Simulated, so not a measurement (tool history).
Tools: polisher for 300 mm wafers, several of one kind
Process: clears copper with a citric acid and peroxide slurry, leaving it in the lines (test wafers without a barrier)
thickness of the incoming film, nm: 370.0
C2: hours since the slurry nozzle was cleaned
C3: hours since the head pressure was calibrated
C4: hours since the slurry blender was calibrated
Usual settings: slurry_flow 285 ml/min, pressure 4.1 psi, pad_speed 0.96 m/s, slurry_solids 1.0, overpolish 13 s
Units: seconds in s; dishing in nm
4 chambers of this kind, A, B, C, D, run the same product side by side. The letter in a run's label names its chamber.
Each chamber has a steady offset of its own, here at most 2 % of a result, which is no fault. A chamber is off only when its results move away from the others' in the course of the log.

run 1C hour=7.3 | slurry_flow=285 pressure=4.1 pad_speed=0.96 slurry_solids=1.0 overpolish=13 | wafers_polished_on_this_pad=41 C2=253.1 C3=354.2 C4=80.4 | seconds=118.360 dishing=30.629
run 2D hour=11.4 | slurry_flow=285 pressure=4.1 pad_speed=0.96 slurry_solids=1.0 overpolish=13 | wafers_polished_on_this_pad=248 C2=250.7 C3=1505.0 C4=67.1 | seconds=116.500 dishing=31.099
run 3A hour=18.2 | slurry_flow=285 pressure=4.1 pad_speed=0.96 slurry_solids=1.0 overpolish=13 | wafers_polished_on_this_pad=197 C2=144.9 C3=400.2 C4=47.8 | seconds=110.590 dishing=31.542
run 4B hour=22.3 | slurry_flow=285 pressure=4.1 pad_speed=0.96 slurry_solids=1.0 overpolish=13 | wafers_polished_on_this_pad=531 C2=398.4 C3=70.0 C4=153.6 | seconds=115.160 dishing=31.512
run 5D hour=26.5 | slurry_flow=285 pressure=4.1 pad_speed=0.96 slurry_solids=1.0 overpolish=13 | wafers_polished_on_this_pad=320 C2=265.8 C3=1520.1 C4=82.2 | seconds=116.890 dishing=31.631
run 6B hour=31.4 | slurry_flow=285 pressure=4.1 pad_speed=0.96 slurry_solids=1.0 overpolish=20 | wafers_polished_on_this_pad=574 C2=407.5 C3=79.1 C4=162.7 | seconds=116.190 dishing=46.180
run 7C hour=37.0 | slurry_flow=285 pressure=4.1 pad_speed=0.96 slurry_solids=1.0 overpolish=20 | wafers_polished_on_this_pad=182 C2=282.8 C3=383.9 C4=110.1 | seconds=114.420 dishing=46.264
run 8A hour=44.2 | slurry_flow=285 pressure=4.1 pad_speed=0.96 slurry_solids=1.0 overpolish=20 | wafers_polished_on_this_pad=321 C2=170.9 C3=426.2 C4=73.8 | seconds=113.820 dishing=45.630
run 9B hour=48.3 | slurry_flow=285 pressure=4.1 pad_speed=0.96 slurry_solids=1.0 overpolish=20 | wafers_polished_on_this_pad=654 C2=424.4 C3=96.0 C4=179.6 | seconds=113.170 dishing=46.332
run 10C hour=53.4 | slurry_flow=285 pressure=4.1 pad_speed=0.96 slurry_solids=1.0 overpolish=13 | wafers_polished_on_this_pad=260 C2=299.2 C3=400.3 C4=126.5 | seconds=119.000 dishing=30.726
run 11D hour=56.9 | slurry_flow=285 pressure=4.1 pad_speed=0.96 slurry_solids=1.0 overpolish=13 | wafers_polished_on_this_pad=464 C2=296.2 C3=1550.5 C4=112.6 | seconds=114.830 dishing=30.556
run 12A hour=63.1 | slurry_flow=285 pressure=4.1 pad_speed=0.96 slurry_solids=1.0 overpolish=13 | wafers_polished_on_this_pad=411 C2=189.8 C3=445.1 C4=92.7 | seconds=109.700 dishing=31.434
-- hour=69.5 chamber B: slurry nozzle cleaned
run 13B hour=69.6 | slurry_flow=285 pressure=4.1 pad_speed=0.96 slurry_solids=1.0 overpolish=13 | wafers_polished_on_this_pad=756 C2=0.2 C3=117.3 C4=200.9 | seconds=113.620 dishing=31.749
-- hour=73.0 chamber D: slurry nozzle cleaned
run 14D hour=73.5 | slurry_flow=285 pressure=4.1 pad_speed=0.96 slurry_solids=1.0 overpolish=13 | wafers_polished_on_this_pad=543 C2=0.5 C3=1567.1 C4=129.2 | seconds=114.140 dishing=32.161
-- hour=77.9 chamber D: head pressure recalibrated
run 15C hour=80.1 | slurry_flow=285 pressure=4.1 pad_speed=0.96 slurry_solids=1.0 overpolish=13 | wafers_polished_on_this_pad=387 C2=325.9 C3=427.0 C4=153.2 | seconds=117.030 dishing=31.168
run 16A hour=84.9 | slurry_flow=285 pressure=4.1 pad_speed=0.96 slurry_solids=1.0 overpolish=13 | wafers_polished_on_this_pad=514 C2=211.6 C3=466.9 C4=114.5 | seconds=111.480 dishing=30.969
run 17D hour=90.0 | slurry_flow=285 pressure=4.1 pad_speed=0.96 slurry_solids=1.0 overpolish=13 | wafers_polished_on_this_pad=622 C2=17.0 C3=12.2 C4=145.7 | seconds=125.560 dishing=28.596
run 18A hour=95.0 | slurry_flow=285 pressure=4.1 pad_speed=0.96 slurry_solids=1.0 overpolish=13 | wafers_polished_on_this_pad=562 C2=221.7 C3=477.0 C4=124.6 | seconds=112.920 dishing=31.160
run 19B hour=99.7 | slurry_flow=285 pressure=4.1 pad_speed=0.96 slurry_solids=1.0 overpolish=13 | wafers_polished_on_this_pad=899 C2=30.3 C3=147.4 C4=231.0 | seconds=111.430 dishing=31.395
run 20C hour=105.1 | slurry_flow=285 pressure=4.1 pad_speed=0.96 slurry_solids=1.0 overpolish=13 | wafers_polished_on_this_pad=506 C2=350.9 C3=452.0 C4=178.2 | seconds=119.440 dishing=31.261
run 21B hour=111.1 | slurry_flow=285 pressure=4.1 pad_speed=0.96 slurry_solids=1.0 overpolish=13 | wafers_polished_on_this_pad=953 C2=41.7 C3=158.8 C4=242.4 | seconds=111.920 dishing=31.391
run 22C hour=114.6 | slurry_flow=285 pressure=4.1 pad_speed=0.96 slurry_solids=1.0 overpolish=13 | wafers_polished_on_this_pad=551 C2=360.4 C3=461.5 C4=187.7 | seconds=114.260 dishing=30.939
run 23D hour=119.1 | slurry_flow=285 pressure=4.1 pad_speed=0.96 slurry_solids=1.0 overpolish=13 | wafers_polished_on_this_pad=760 C2=46.1 C3=41.3 C4=174.8 | seconds=123.860 dishing=28.088
-- hour=120.6 chamber A: slurry blender recalibrated
-- hour=121.4 chamber D: slurry blender recalibrated
run 24A hour=125.1 | slurry_flow=285 pressure=4.1 pad_speed=0.96 slurry_solids=1.0 overpolish=13 | wafers_polished_on_this_pad=705 C2=251.8 C3=507.1 C4=4.6 | seconds=111.410 dishing=31.409
-- hour=126.0 chamber A: worn pad replaced by a new one
run 25B hour=130.2 | slurry_flow=285 pressure=4.1 pad_speed=1.10 slurry_solids=1.0 overpolish=10 | wafers_polished_on_this_pad=1044 C2=60.8 C3=177.9 C4=261.5 | seconds=99.841 dishing=28.308
run 26A hour=135.8 | slurry_flow=285 pressure=4.1 pad_speed=1.10 slurry_solids=1.0 overpolish=10 | wafers_polished_on_this_pad=46 C2=262.5 C3=517.8 C4=15.3 | seconds=95.652 dishing=27.082
run 27D hour=141.0 | slurry_flow=285 pressure=4.1 pad_speed=1.10 slurry_solids=1.0 overpolish=10 | wafers_polished_on_this_pad=864 C2=68.0 C3=63.2 C4=19.7 | seconds=110.940 dishing=25.155
run 28C hour=144.9 | slurry_flow=285 pressure=4.1 pad_speed=1.10 slurry_solids=1.0 overpolish=10 | wafers_polished_on_this_pad=695 C2=390.7 C3=491.8 C4=218.0 | seconds=100.580 dishing=27.402

Next, every chamber runs the same settings. What will each give?
run 29A hour=150.2 | slurry_flow=285 pressure=4.1 pad_speed=0.96 slurry_solids=0.8 overpolish=13 | seconds=? dishing=?
run 29B hour=150.2 | slurry_flow=285 pressure=4.1 pad_speed=0.96 slurry_solids=0.8 overpolish=13 | seconds=? dishing=?
run 29C hour=150.2 | slurry_flow=285 pressure=4.1 pad_speed=0.96 slurry_solids=0.8 overpolish=13 | seconds=? dishing=?
run 29D hour=150.2 | slurry_flow=285 pressure=4.1 pad_speed=0.96 slurry_solids=0.8 overpolish=13 | seconds=? dishing=?

run=29A seconds=118.580 dishing=29.419
run=29B seconds=119.680 dishing=30.193
run=29C seconds=118.870 dishing=30.227
run=29D seconds=133.400 dishing=27.170
